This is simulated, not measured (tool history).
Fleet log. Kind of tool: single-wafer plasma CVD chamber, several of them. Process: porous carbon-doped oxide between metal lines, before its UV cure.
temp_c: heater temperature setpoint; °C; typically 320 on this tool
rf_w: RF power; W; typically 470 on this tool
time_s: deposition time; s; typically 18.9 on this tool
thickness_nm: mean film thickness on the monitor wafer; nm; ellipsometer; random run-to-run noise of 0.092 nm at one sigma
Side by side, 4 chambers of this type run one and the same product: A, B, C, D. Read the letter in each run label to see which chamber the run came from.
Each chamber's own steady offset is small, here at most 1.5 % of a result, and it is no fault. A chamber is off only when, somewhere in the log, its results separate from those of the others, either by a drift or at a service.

run	hour	temp_c	rf_w	time_s	hours since the last thermocouple change	hours since the last RF generator calibration	read-back reference wafer on the same gauge, thickness_nm	thickness_nm
1D	3.6	320	470	18.9	755.1	408.3	87.3	88.229
2B	6.4	320	470	18.9	1408.8	1314	87.277	89.562
3C	9.1	320	470	18.9	493.6	1280.9	87.26	89.246
4A	12.2	320	470	18.9	184.7	2008.3	87.252	89.796
5B	15.5	320	470	18.9	1417.9	1323.1	87.264	89.636
6A	21.2	320	470	18.9	193.7	2017.3	87.224	89.817
7C	26.6	320	470	18.9	511.1	1298.4	87.223	89.193
8D	29.4	309	470	18.9	780.9	434.1	87.214	93.417
9B	33.5	309	470	18.9	1435.9	1341.1	87.186	94.871
10A	36.9	309	470	18.9	209.4	2033	87.158	94.74
11D	41.1	309	470	18.9	792.6	445.8	87.156	93.383
12C	46.5	320	470	18.9	531	1318.3	87.122	89.248
13A	49.1	320	470	18.9	221.6	2045.2	87.123	89.565
14B	51.7	326	470	18.9	1454.1	1359.3	87.136	86.911
15C	54.3	326	470	18.9	538.8	1326.1	87.12	86.536
16D	60	326	470	18.9	811.5	464.7	87.08	85.339
17A	63.3	326	470	18.9	235.8	2059.4	87.071	87.004
18B	66.4	320	470	18.9	1468.8	1374	87.035	89.516
19C	69.7	320	470	20.9	554.2	1341.5	87.051	98.289
20D	74.7	320	470	20.9	826.2	479.4	87.05	96.837
21B	79.4	320	470	20.9	1481.8	1387	87.02	98.376
22D	84.7	320	470	20.9	836.2	489.4	86.989	96.762
23A	89.5	320	470	18.9	262	2085.6	86.995	89.625
24C	93.1	320	470	18.9	577.6	1364.9	86.979	89.046
25A	96.4	320	470	18.9	268.9	2092.5	86.953	89.606
26B	100.9	320	470	18.9	1503.3	1408.5	86.941	89.245
27C	104.3	320	470	18.9	588.8	1376.1	86.953	88.976

For the next run the whole fleet of 4 chambers uses the same settings. Give each chamber's results:
28A	108.6	320	470	16.1				?
28B	108.6	320	470	16.1				?
28C	108.6	320	470	16.1				?
28D	108.6	320	470	16.1				?

run	thickness_nm
28A	76.539
28B	76.529
28C	76.126
28D	75.174
